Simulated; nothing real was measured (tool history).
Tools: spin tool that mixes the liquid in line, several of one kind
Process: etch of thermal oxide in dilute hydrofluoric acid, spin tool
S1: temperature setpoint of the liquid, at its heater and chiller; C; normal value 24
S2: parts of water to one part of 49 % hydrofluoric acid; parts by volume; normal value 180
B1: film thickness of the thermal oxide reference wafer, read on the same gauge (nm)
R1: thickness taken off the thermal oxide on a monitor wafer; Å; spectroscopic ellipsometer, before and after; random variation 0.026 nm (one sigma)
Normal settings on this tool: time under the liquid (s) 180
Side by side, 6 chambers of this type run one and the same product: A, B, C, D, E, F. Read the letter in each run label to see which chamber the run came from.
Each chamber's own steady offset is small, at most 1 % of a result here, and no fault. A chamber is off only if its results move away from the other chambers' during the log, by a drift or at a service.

Run 1A, day 0.125: usual settings; B1 150. Result: R1 43.568 Å.
Run 2E, day 0.308: usual settings; B1 150.02. Result: R1 43.976 Å.
Run 3C, day 0.483: usual settings; B1 150.03. Result: R1 44.1 Å.
Run 4B, day 0.617: usual settings; B1 150. Result: R1 44.088 Å.
Run 5F, day 0.729: usual settings but S1 27.5 C; B1 150. Result: R1 50.011 Å.
At day 0.9: chamber E: hydrofluoric acid flow meter replaced.
Run 6D, day 0.908: usual settings but S1 27.5 C; B1 149.99. Result: R1 49.47 Å.
Run 7E, day 1.05: usual settings but S1 27.5 C; B1 149.98. Result: R1 50.384 Å.
Run 8F, day 1.183: usual settings but S1 27.5 C; B1 149.97. Result: R1 49.894 Å.
Run 9B, day 1.317: usual settings but S1 27.5 C; B1 150.02. Result: R1 49.935 Å.
Run 10D, day 1.425: usual settings but S1 27.5 C; B1 150.01. Result: R1 49.959 Å.
Run 11A, day 1.617: usual settings; B1 150.01. Result: R1 44.476 Å.
Run 12C, day 1.783: usual settings; B1 149.99. Result: R1 43.991 Å.
Run 13A, day 1.983: usual settings; B1 149.99. Result: R1 43.891 Å.
Run 14F, day 2.104: usual settings; B1 150.01. Result: R1 43.866 Å.
Run 15E, day 2.229: usual settings; B1 150.02. Result: R1 44.252 Å.
Run 16D, day 2.438: usual settings; B1 150.03. Result: R1 44.285 Å.
Run 17C, day 2.621: usual settings; B1 149.97. Result: R1 43.663 Å.
Run 18B, day 2.725: usual settings; B1 149.99. Result: R1 44.032 Å.
Run 19A, day 2.871: usual settings; B1 149.99. Result: R1 43.836 Å.
Run 20B, day 2.988: usual settings; B1 150.01. Result: R1 44.194 Å.
Run 21F, day 3.088: usual settings; B1 150.01. Result: R1 43.78 Å.
Run 22C, day 3.296: usual settings; B1 149.99. Result: R1 43.92 Å.
Run 23D, day 3.517: usual settings; B1 149.99. Result: R1 45.029 Å.
Run 24E, day 3.65: usual settings; B1 149.99. Result: R1 44.429 Å.
Run 25D, day 3.812: usual settings but S1 28 C, S2 265 parts by volume; B1 150. Result: R1 32.319 Å.
Run 26F, day 3.933: usual settings but S1 28 C, S2 265 parts by volume; B1 150.01. Result: R1 31.477 Å.
Run 27A, day 4.058: usual settings but S1 28 C, S2 265 parts by volume; B1 150.02. Result: R1 31.377 Å.
Run 28E, day 4.196: usual settings but S1 28 C, S2 265 parts by volume; B1 150. Result: R1 31.812 Å.
Run 29C, day 4.417: usual settings but S1 28 C, S2 265 parts by volume; B1 150.04. Result: R1 31.372 Å.
Run 30B, day 4.625: usual settings but S1 28 C, S2 265 parts by volume; B1 150.02. Result: R1 31.432 Å.
Run 31A, day 4.733: usual settings; B1 150. Result: R1 43.802 Å.
Run 32C, day 4.846: usual settings; B1 150.02. Result: R1 43.757 Å.
Run 33B, day 5.033: usual settings; B1 149.99. Result: R1 44.203 Å.
Run 34D, day 5.179: usual settings; B1 149.99. Result: R1 46.382 Å.
Run 35F, day 5.379: usual settings; B1 150. Result: R1 43.121 Å.
Run 36E, day 5.488: usual settings; B1 150. Result: R1 44.407 Å.
Run 37D, day 5.7: usual settings; B1 149.99. Result: R1 46.151 Å.
Run 38E, day 5.854: usual settings; B1 149.99. Result: R1 44.351 Å.
Run 39B, day 5.983: usual settings; B1 150.01. Result: R1 44.156 Å.
Run 40C, day 6.104: usual settings; B1 149.99. Result: R1 43.395 Å.
Run 41F, day 6.208: usual settings; B1 150.01. Result: R1 43.485 Å.

The same settings go to every chamber for the next run, one line per chamber below. Forecast the results for each:
Run 42A, day 6.367: usual settings. Result: R1 ?.
Run 42B, day 6.367: usual settings. Result: R1 ?.
Run 42C, day 6.367: usual settings. Result: R1 ?.
Run 42D, day 6.367: usual settings. Result: R1 ?.
Run 42E, day 6.367: usual settings. Result: R1 ?.
Run 42F, day 6.367: usual settings. Result: R1 ?.

run      R1
42A  44.065
42B  44.291
42C  44.476
42D  46.756
42E  44.547
42F   44.14
